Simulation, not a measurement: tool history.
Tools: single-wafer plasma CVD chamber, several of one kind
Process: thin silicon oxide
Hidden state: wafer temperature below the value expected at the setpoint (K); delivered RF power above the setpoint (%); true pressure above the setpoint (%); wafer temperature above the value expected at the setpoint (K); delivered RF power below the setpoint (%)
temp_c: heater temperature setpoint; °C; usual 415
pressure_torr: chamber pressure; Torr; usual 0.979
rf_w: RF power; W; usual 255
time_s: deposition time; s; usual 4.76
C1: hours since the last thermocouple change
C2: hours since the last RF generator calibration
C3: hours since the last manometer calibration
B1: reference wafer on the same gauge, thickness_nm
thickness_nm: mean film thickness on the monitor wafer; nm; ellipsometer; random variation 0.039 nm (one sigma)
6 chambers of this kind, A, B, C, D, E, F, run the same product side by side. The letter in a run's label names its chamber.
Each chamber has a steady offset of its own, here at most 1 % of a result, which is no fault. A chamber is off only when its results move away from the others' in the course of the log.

{"hour": 3.0, "done": "chamber C: thermocouple changed; heater temperature recalibrated"}
{"hour": 6.9, "done": "chamber F: thermocouple changed; heater temperature recalibrated"}
{"run": "1E", "hour": 13.0, "temp_c": 415, "pressure_torr": 0.979, "rf_w": 255, "time_s": 4.76, "C1": 824.9, "C2": 1215.2, "C3": 820.2, "B1": 11.209, "thickness_nm": 9.577}
{"run": "2A", "hour": 23.5, "temp_c": 415, "pressure_torr": 0.979, "rf_w": 255, "time_s": 4.76, "C1": 2013.2, "C2": 950.7, "C3": 1410.1, "B1": 11.211, "thickness_nm": 9.5841}
{"run": "3B", "hour": 30.5, "temp_c": 415, "pressure_torr": 0.979, "rf_w": 255, "time_s": 4.76, "C1": 188.8, "C2": 617.7, "C3": 66.1, "B1": 11.211, "thickness_nm": 9.634}
{"run": "4F", "hour": 38.4, "temp_c": 415, "pressure_torr": 0.979, "rf_w": 255, "time_s": 4.76, "C1": 31.6, "C2": 797.0, "C3": 177.2, "B1": 11.204, "thickness_nm": 9.6765}
{"run": "5C", "hour": 50.4, "temp_c": 415, "pressure_torr": 0.979, "rf_w": 255, "time_s": 4.76, "C1": 47.5, "C2": 1752.0, "C3": 1413.8, "B1": 11.219, "thickness_nm": 9.5803}
{"run": "6D", "hour": 63.8, "temp_c": 415, "pressure_torr": 0.979, "rf_w": 255, "time_s": 4.76, "C1": 782.1, "C2": 132.0, "C3": 1715.2, "B1": 11.206, "thickness_nm": 9.586}
{"run": "7C", "hour": 76.4, "temp_c": 415, "pressure_torr": 0.979, "rf_w": 255, "time_s": 4.76, "C1": 73.5, "C2": 1778.0, "C3": 1439.8, "B1": 11.199, "thickness_nm": 9.5982}
{"run": "8B", "hour": 89.2, "temp_c": 415, "pressure_torr": 0.979, "rf_w": 255, "time_s": 4.76, "C1": 247.5, "C2": 676.4, "C3": 124.8, "B1": 11.214, "thickness_nm": 9.5667}
{"run": "9D", "hour": 97.3, "temp_c": 415, "pressure_torr": 0.979, "rf_w": 255, "time_s": 4.76, "C1": 815.6, "C2": 165.5, "C3": 1748.7, "B1": 11.205, "thickness_nm": 9.5914}
{"hour": 101.2, "done": "chamber C: capacitance manometer re-zeroed and calibrated"}
{"run": "10F", "hour": 109.3, "temp_c": 415, "pressure_torr": 0.979, "rf_w": 255, "time_s": 4.76, "C1": 102.5, "C2": 867.9, "C3": 248.1, "B1": 11.206, "thickness_nm": 9.6375}
{"run": "11E", "hour": 120.1, "temp_c": 415, "pressure_torr": 0.979, "rf_w": 255, "time_s": 4.37, "C1": 932.0, "C2": 1322.3, "C3": 927.3, "B1": 11.205, "thickness_nm": 8.8269}
{"run": "12A", "hour": 127.4, "temp_c": 415, "pressure_torr": 0.979, "rf_w": 255, "time_s": 4.37, "C1": 2117.1, "C2": 1054.6, "C3": 1514.0, "B1": 11.218, "thickness_nm": 8.8567}
{"run": "13F", "hour": 133.9, "temp_c": 415, "pressure_torr": 0.979, "rf_w": 255, "time_s": 4.37, "C1": 127.1, "C2": 892.5, "C3": 272.7, "B1": 11.197, "thickness_nm": 8.9256}
{"run": "14C", "hour": 139.7, "temp_c": 415, "pressure_torr": 0.979, "rf_w": 255, "time_s": 4.37, "C1": 136.8, "C2": 1841.3, "C3": 38.5, "B1": 11.214, "thickness_nm": 8.8463}
{"run": "15A", "hour": 151.6, "temp_c": 415, "pressure_torr": 0.979, "rf_w": 255, "time_s": 4.37, "C1": 2141.3, "C2": 1078.8, "C3": 1538.2, "B1": 11.215, "thickness_nm": 8.8301}
{"run": "16E", "hour": 164.0, "temp_c": 415, "pressure_torr": 0.979, "rf_w": 255, "time_s": 4.37, "C1": 975.9, "C2": 1366.2, "C3": 971.2, "B1": 11.198, "thickness_nm": 8.7951}
{"run": "17D", "hour": 177.1, "temp_c": 415, "pressure_torr": 0.979, "rf_w": 255, "time_s": 4.76, "C1": 895.4, "C2": 245.3, "C3": 1828.5, "B1": 11.214, "thickness_nm": 9.544}
{"run": "18B", "hour": 183.1, "temp_c": 415, "pressure_torr": 0.979, "rf_w": 255, "time_s": 4.76, "C1": 341.4, "C2": 770.3, "C3": 218.7, "B1": 11.21, "thickness_nm": 9.6407}
{"run": "19B", "hour": 191.1, "temp_c": 415, "pressure_torr": 0.979, "rf_w": 255, "time_s": 4.76, "C1": 349.4, "C2": 778.3, "C3": 226.7, "B1": 11.2, "thickness_nm": 9.5833}
{"run": "20A", "hour": 198.7, "temp_c": 415, "pressure_torr": 0.979, "rf_w": 255, "time_s": 4.76, "C1": 2188.4, "C2": 1125.9, "C3": 1585.3, "B1": 11.203, "thickness_nm": 9.604}
{"run": "21D", "hour": 204.7, "temp_c": 415, "pressure_torr": 0.979, "rf_w": 255, "time_s": 4.76, "C1": 923.0, "C2": 272.9, "C3": 1856.1, "B1": 11.213, "thickness_nm": 9.5672}
{"run": "22F", "hour": 215.0, "temp_c": 415, "pressure_torr": 0.979, "rf_w": 255, "time_s": 4.76, "C1": 208.2, "C2": 973.6, "C3": 353.8, "B1": 11.213, "thickness_nm": 9.6249}
{"run": "23C", "hour": 220.9, "temp_c": 415, "pressure_torr": 0.979, "rf_w": 255, "time_s": 4.76, "C1": 218.0, "C2": 1922.5, "C3": 119.7, "B1": 11.21, "thickness_nm": 9.5237}
{"run": "24E", "hour": 228.2, "temp_c": 415, "pressure_torr": 0.979, "rf_w": 255, "time_s": 4.76, "C1": 1040.1, "C2": 1430.4, "C3": 1035.4, "B1": 11.222, "thickness_nm": 9.5552}
{"run": "25E", "hour": 234.9, "temp_c": 415, "pressure_torr": 0.979, "rf_w": 255, "time_s": 4.76, "C1": 1046.8, "C2": 1437.1, "C3": 1042.1, "B1": 11.21, "thickness_nm": 9.6043}
{"run": "26A", "hour": 242.2, "temp_c": 415, "pressure_torr": 0.979, "rf_w": 255, "time_s": 4.76, "C1": 2231.9, "C2": 1169.4, "C3": 1628.8, "B1": 11.211, "thickness_nm": 9.6169}
{"run": "27B", "hour": 254.5, "temp_c": 415, "pressure_torr": 0.979, "rf_w": 255, "time_s": 4.76, "C1": 412.8, "C2": 841.7, "C3": 290.1, "B1": 11.202, "thickness_nm": 9.6224}
{"run": "28D", "hour": 262.7, "temp_c": 407, "pressure_torr": 0.979, "rf_w": 285, "time_s": 4.76, "C1": 981.0, "C2": 330.9, "C3": 1914.1, "B1": 11.216, "thickness_nm": 10.065}
{"run": "29C", "hour": 269.1, "temp_c": 407, "pressure_torr": 0.979, "rf_w": 285, "time_s": 4.76, "C1": 266.2, "C2": 1970.7, "C3": 167.9, "B1": 11.21, "thickness_nm": 10.175}
{"run": "30F", "hour": 278.1, "temp_c": 407, "pressure_torr": 0.979, "rf_w": 285, "time_s": 4.76, "C1": 271.3, "C2": 1036.7, "C3": 416.9, "B1": 11.209, "thickness_nm": 10.209}
{"run": "31D", "hour": 284.8, "temp_c": 407, "pressure_torr": 0.979, "rf_w": 285, "time_s": 4.76, "C1": 1003.1, "C2": 353.0, "C3": 1936.2, "B1": 11.206, "thickness_nm": 10.121}
{"run": "32E", "hour": 296.8, "temp_c": 407, "pressure_torr": 0.979, "rf_w": 285, "time_s": 4.76, "C1": 1108.7, "C2": 1499.0, "C3": 1104.0, "B1": 11.205, "thickness_nm": 10.053}
{"hour": 298.8, "done": "chamber A: thermocouple changed; heater temperature recalibrated"}
{"run": "33B", "hour": 306.6, "temp_c": 407, "pressure_torr": 0.979, "rf_w": 285, "time_s": 4.76, "C1": 464.9, "C2": 893.8, "C3": 342.2, "B1": 11.209, "thickness_nm": 10.117}
{"run": "34F", "hour": 314.6, "temp_c": 415, "pressure_torr": 0.979, "rf_w": 255, "time_s": 4.76, "C1": 307.8, "C2": 1073.2, "C3": 453.4, "B1": 11.218, "thickness_nm": 9.7385}
{"run": "35C", "hour": 320.5, "temp_c": 415, "pressure_torr": 0.979, "rf_w": 305, "time_s": 4.76, "C1": 317.6, "C2": 2022.1, "C3": 219.3, "B1": 11.216, "thickness_nm": 10.359}
{"run": "36A", "hour": 329.0, "temp_c": 415, "pressure_torr": 0.979, "rf_w": 305, "time_s": 4.76, "C1": 30.3, "C2": 1256.2, "C3": 1715.6, "B1": 11.214, "thickness_nm": 10.345}
{"run": "37F", "hour": 342.3, "temp_c": 415, "pressure_torr": 0.979, "rf_w": 305, "time_s": 4.76, "C1": 335.5, "C2": 1100.9, "C3": 481.1, "B1": 11.209, "thickness_nm": 10.465}
{"run": "38C", "hour": 351.4, "temp_c": 415, "pressure_torr": 0.979, "rf_w": 305, "time_s": 4.76, "C1": 348.5, "C2": 2053.0, "C3": 250.2, "B1": 11.216, "thickness_nm": 10.388}
{"run": "39B", "hour": 360.0, "temp_c": 415, "pressure_torr": 0.979, "rf_w": 305, "time_s": 4.76, "C1": 518.3, "C2": 947.2, "C3": 395.6, "B1": 11.216, "thickness_nm": 10.366}
{"run": "40D", "hour": 367.0, "temp_c": 415, "pressure_torr": 0.979, "rf_w": 305, "time_s": 4.76, "C1": 1085.3, "C2": 435.2, "C3": 2018.4, "B1": 11.213, "thickness_nm": 10.275}
{"run": "41E", "hour": 378.0, "temp_c": 415, "pressure_torr": 0.979, "rf_w": 255, "time_s": 4.76, "C1": 1189.9, "C2": 1580.2, "C3": 1185.2, "B1": 11.216, "thickness_nm": 9.6005}
{"run": "42A", "hour": 386.3, "temp_c": 415, "pressure_torr": 0.979, "rf_w": 255, "time_s": 4.76, "C1": 87.6, "C2": 1313.5, "C3": 1772.9, "B1": 11.214, "thickness_nm": 9.5694}

What goes on in this fleet: one chamber off, a drifting gauge, or nothing beyond the chambers' own small offsets? Name the chamber and the cause, if any.

No chamber stands off beyond its own small offset, and the gauge holds steady.

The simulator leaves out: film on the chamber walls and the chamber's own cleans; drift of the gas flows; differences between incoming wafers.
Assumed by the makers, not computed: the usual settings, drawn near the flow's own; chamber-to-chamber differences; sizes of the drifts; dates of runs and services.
